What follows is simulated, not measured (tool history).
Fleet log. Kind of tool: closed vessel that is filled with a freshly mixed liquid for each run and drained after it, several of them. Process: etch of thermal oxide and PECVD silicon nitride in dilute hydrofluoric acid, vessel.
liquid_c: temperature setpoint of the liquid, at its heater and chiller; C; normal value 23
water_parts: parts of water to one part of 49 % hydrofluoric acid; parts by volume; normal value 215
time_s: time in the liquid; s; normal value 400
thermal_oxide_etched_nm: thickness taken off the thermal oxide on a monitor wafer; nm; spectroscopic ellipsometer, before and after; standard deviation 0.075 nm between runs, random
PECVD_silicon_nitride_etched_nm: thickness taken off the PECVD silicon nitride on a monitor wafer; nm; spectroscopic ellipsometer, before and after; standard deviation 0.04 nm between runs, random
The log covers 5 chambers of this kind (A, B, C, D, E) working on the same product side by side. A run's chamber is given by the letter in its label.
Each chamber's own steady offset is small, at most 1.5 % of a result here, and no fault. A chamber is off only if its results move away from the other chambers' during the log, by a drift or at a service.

| run | hour | liquid_c | water_parts | time_s | hours since the thermometer was replaced | hours since the hydrofluoric acid flow meter was replaced | read-back film thickness of the thermal oxide reference wafer, read on the same gauge (nm) | read-back film thickness of the PECVD silicon nitride reference wafer, read on the same gauge (nm) | thermal_oxide_etched_nm | PECVD_silicon_nitride_etched_nm |
|---|---|---|---|---|---|---|---|---|---|---|
| 1C | 7.2 | 23 | 215 | 400 | 851.6 | 707.8 | 90.071 | 29.966 | 7.7536 | 5.2423 |
| 2E | 13.1 | 23 | 215 | 400 | 920 | 69 | 89.982 | 30.005 | 7.7181 | 5.2786 |
| 3D | 16.6 | 23 | 215 | 400 | 369.9 | 1070.6 | 90.049 | 30.027 | 7.7531 | 5.2809 |
| 4A | 20.9 | 23 | 215 | 400 | 2512.3 | 1660.7 | 89.977 | 30.015 | 7.6596 | 5.2638 |
| 5B | 28.1 | 23 | 215 | 400 | 902.7 | 1282.6 | 89.972 | 29.976 | 7.6465 | 5.2329 |
| 6A | 32.7 | 23 | 215 | 400 | 2524.1 | 1672.5 | 90.036 | 29.997 | 7.6513 | 5.3278 |
|  | 37.3 | chamber A: thermometer replaced |
| 7D | 39.4 | 23 | 215 | 400 | 392.7 | 1093.4 | 89.973 | 30.023 | 7.5886 | 5.2884 |
| 8E | 42.9 | 23 | 310 | 535 | 949.8 | 98.8 | 90.029 | 29.986 | 6.4535 | 4.7942 |
| 9B | 49.4 | 23 | 310 | 535 | 924 | 1303.9 | 89.985 | 29.981 | 6.4284 | 4.9817 |
| 10C | 56.6 | 23 | 310 | 535 | 901 | 757.2 | 89.986 | 30.016 | 6.4859 | 4.8954 |
| 11C | 62.2 | 23 | 310 | 535 | 906.6 | 762.8 | 89.987 | 29.999 | 6.5507 | 4.8716 |
| 12B | 69.1 | 23 | 310 | 535 | 943.7 | 1323.6 | 89.999 | 29.967 | 6.5389 | 5.0651 |
| 13E | 75.9 | 23 | 215 | 400 | 982.8 | 131.8 | 90.005 | 30.011 | 7.6444 | 5.1671 |
| 14D | 79.3 | 23 | 215 | 400 | 432.6 | 1133.3 | 90.038 | 29.996 | 7.738 | 5.2807 |
| 15A | 84.1 | 23 | 215 | 400 | 46.8 | 1723.9 | 89.975 | 30 | 7.6492 | 5.2326 |
| 16D | 91.7 | 23 | 215 | 400 | 445 | 1145.7 | 90.017 | 30.014 | 7.7444 | 5.2896 |
| 17A | 99 | 23 | 215 | 400 | 61.7 | 1738.8 | 90.001 | 29.997 | 7.7208 | 5.2692 |
| 18E | 104.1 | 23 | 215 | 400 | 1011 | 160 | 90.013 | 30.015 | 7.7231 | 5.1037 |
| 19C | 111.5 | 27.5 | 250 | 400 | 955.9 | 812.1 | 89.998 | 30.014 | 7.4256 | 6.0522 |
| 20B | 118.8 | 27.5 | 250 | 400 | 993.4 | 1373.3 | 90.014 | 30.032 | 7.8386 | 6.4641 |
| 21C | 122.8 | 27.5 | 250 | 400 | 967.2 | 823.4 | 89.995 | 29.999 | 7.5358 | 5.9013 |
| 22D | 127.6 | 27.5 | 250 | 400 | 480.9 | 1181.6 | 89.962 | 30.04 | 7.6095 | 6.0508 |
| 23B | 133 | 27.5 | 250 | 400 | 1007.6 | 1387.5 | 90.004 | 29.981 | 7.8641 | 6.5684 |
| 24E | 137.2 | 23 | 215 | 400 | 1044.1 | 193.1 | 90.041 | 30.014 | 7.6582 | 5.2512 |
|  | 139.9 | chamber C: thermometer replaced |
| 25A | 144.3 | 24.5 | 215 | 225 | 107 | 1784.1 | 90.033 | 30.004 | 4.5767 | 3.2283 |
| 26D | 148.7 | 24.5 | 215 | 225 | 502 | 1202.7 | 90.058 | 30.008 | 4.6338 | 3.2643 |
| 27E | 155.2 | 24.5 | 215 | 225 | 1062.1 | 211.1 | 90.001 | 29.999 | 4.5628 | 3.1944 |
| 28A | 162.2 | 24.5 | 215 | 225 | 124.9 | 1802 | 89.995 | 29.989 | 4.5404 | 3.2156 |
| 29B | 165.7 | 24.5 | 215 | 225 | 1040.3 | 1420.2 | 89.992 | 30.023 | 4.853 | 3.698 |
| 30C | 170.4 | 23 | 215 | 400 | 30.6 | 871 | 89.979 | 29.994 | 7.6368 | 5.2206 |
| 31D | 177.8 | 23 | 215 | 400 | 531.1 | 1231.8 | 90.019 | 30.011 | 7.758 | 5.2644 |

Each of the 5 chambers runs these same settings next. Fill in every chamber's results:
| 32A | 183.4 | 23 | 215 | 400 |  |  |  |  | ? | ? |
| 32B | 183.4 | 23 | 215 | 400 |  |  |  |  | ? | ? |
| 32C | 183.4 | 23 | 215 | 400 |  |  |  |  | ? | ? |
| 32D | 183.4 | 23 | 215 | 400 |  |  |  |  | ? | ? |
| 32E | 183.4 | 23 | 215 | 400 |  |  |  |  | ? | ? |

| run | thermal_oxide_etched_nm | PECVD_silicon_nitride_etched_nm |
|---|---|---|
| 32A | 7.6344 | 5.2152 |
| 32B | 8.3204 | 5.9283 |
| 32C | 7.727 | 5.2331 |
| 32D | 7.5162 | 5.2171 |
| 32E | 7.7598 | 5.1688 |
